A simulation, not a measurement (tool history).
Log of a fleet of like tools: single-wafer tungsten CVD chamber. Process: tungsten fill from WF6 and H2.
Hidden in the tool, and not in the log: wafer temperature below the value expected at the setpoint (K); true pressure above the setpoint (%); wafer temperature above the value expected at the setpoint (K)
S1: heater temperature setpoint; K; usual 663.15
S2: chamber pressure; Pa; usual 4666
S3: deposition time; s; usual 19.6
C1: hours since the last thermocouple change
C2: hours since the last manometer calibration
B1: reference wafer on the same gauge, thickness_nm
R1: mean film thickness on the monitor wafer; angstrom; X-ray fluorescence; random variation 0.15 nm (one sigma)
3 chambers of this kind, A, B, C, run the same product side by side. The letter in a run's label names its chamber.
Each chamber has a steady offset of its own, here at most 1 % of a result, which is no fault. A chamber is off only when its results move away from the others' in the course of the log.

{"run": "1B", "hour": 8.9, "S1": 663.15, "S2": 4666, "S3": 19.6, "C1": 1665.1, "C2": 47.2, "B1": 47.604, "R1": 502.62}
{"run": "2A", "hour": 19.6, "S1": 663.15, "S2": 4666, "S3": 19.6, "C1": 252.2, "C2": 892.4, "B1": 47.57, "R1": 502.4}
{"run": "3C", "hour": 34.6, "S1": 663.15, "S2": 4666, "S3": 19.6, "C1": 1043.6, "C2": 871.3, "B1": 47.61, "R1": 504.87}
{"run": "4B", "hour": 50.0, "S1": 663.15, "S2": 4666, "S3": 19.6, "C1": 1706.2, "C2": 88.3, "B1": 47.61, "R1": 501.24}
{"run": "5A", "hour": 65.6, "S1": 663.15, "S2": 4666, "S3": 19.6, "C1": 298.2, "C2": 938.4, "B1": 47.586, "R1": 506.18}
{"run": "6C", "hour": 72.8, "S1": 663.15, "S2": 4666, "S3": 23.1, "C1": 1081.8, "C2": 909.5, "B1": 47.616, "R1": 592.87}
{"run": "7B", "hour": 87.2, "S1": 663.15, "S2": 4666, "S3": 23.1, "C1": 1743.4, "C2": 125.5, "B1": 47.629, "R1": 593.69}
{"run": "8A", "hour": 99.9, "S1": 663.15, "S2": 4666, "S3": 23.1, "C1": 332.5, "C2": 972.7, "B1": 47.605, "R1": 595}
{"run": "9C", "hour": 107.4, "S1": 663.15, "S2": 4666, "S3": 19.6, "C1": 1116.4, "C2": 944.1, "B1": 47.578, "R1": 504.96}
{"hour": 114.9, "done": "chamber B: thermocouple changed; heater temperature recalibrated"}
{"run": "10C", "hour": 122.7, "S1": 663.15, "S2": 5080, "S3": 19.6, "C1": 1131.7, "C2": 959.4, "B1": 47.607, "R1": 525.37}
{"run": "11A", "hour": 131.1, "S1": 663.15, "S2": 5080, "S3": 19.6, "C1": 363.7, "C2": 1003.9, "B1": 47.594, "R1": 525.05}
{"run": "12B", "hour": 138.3, "S1": 663.15, "S2": 5080, "S3": 19.6, "C1": 23.4, "C2": 176.6, "B1": 47.597, "R1": 538.08}
{"run": "13C", "hour": 149.9, "S1": 663.15, "S2": 4666, "S3": 19.6, "C1": 1158.9, "C2": 986.6, "B1": 47.583, "R1": 503.98}
{"run": "14B", "hour": 160.4, "S1": 663.15, "S2": 4666, "S3": 19.6, "C1": 45.5, "C2": 198.7, "B1": 47.611, "R1": 519.84}
{"run": "15A", "hour": 171.5, "S1": 663.15, "S2": 4666, "S3": 19.6, "C1": 404.1, "C2": 1044.3, "B1": 47.623, "R1": 504.95}
{"run": "16B", "hour": 180.1, "S1": 663.15, "S2": 4666, "S3": 19.6, "C1": 65.2, "C2": 218.4, "B1": 47.597, "R1": 520.53}
{"run": "17A", "hour": 188.8, "S1": 663.15, "S2": 4666, "S3": 19.6, "C1": 421.4, "C2": 1061.6, "B1": 47.59, "R1": 505.67}
{"run": "18C", "hour": 203.3, "S1": 663.15, "S2": 4666, "S3": 19.6, "C1": 1212.3, "C2": 1040, "B1": 47.604, "R1": 504.36}
{"run": "19A", "hour": 217.7, "S1": 663.15, "S2": 4666, "S3": 19.6, "C1": 450.3, "C2": 1090.5, "B1": 47.61, "R1": 502.54}
{"run": "20C", "hour": 225.8, "S1": 663.15, "S2": 4666, "S3": 19.6, "C1": 1234.8, "C2": 1062.5, "B1": 47.586, "R1": 501.17}
{"run": "21B", "hour": 232.9, "S1": 663.15, "S2": 4133, "S3": 19.6, "C1": 118, "C2": 271.2, "B1": 47.587, "R1": 490.65}
{"run": "22C", "hour": 247.3, "S1": 663.15, "S2": 4133, "S3": 19.6, "C1": 1256.3, "C2": 1084, "B1": 47.603, "R1": 476.34}
{"run": "23A", "hour": 262.4, "S1": 663.15, "S2": 4133, "S3": 19.6, "C1": 495, "C2": 1135.2, "B1": 47.577, "R1": 474.91}

Next, every chamber runs the same settings. What will each give?
{"run": "24A", "hour": 273.7, "S1": 663.15, "S2": 4666, "S3": 19.6, "R1": "?"}
{"run": "24B", "hour": 273.7, "S1": 663.15, "S2": 4666, "S3": 19.6, "R1": "?"}
{"run": "24C", "hour": 273.7, "S1": 663.15, "S2": 4666, "S3": 19.6, "R1": "?"}

run=24A R1=503.06
run=24B R1=520.23
run=24C R1=504.67

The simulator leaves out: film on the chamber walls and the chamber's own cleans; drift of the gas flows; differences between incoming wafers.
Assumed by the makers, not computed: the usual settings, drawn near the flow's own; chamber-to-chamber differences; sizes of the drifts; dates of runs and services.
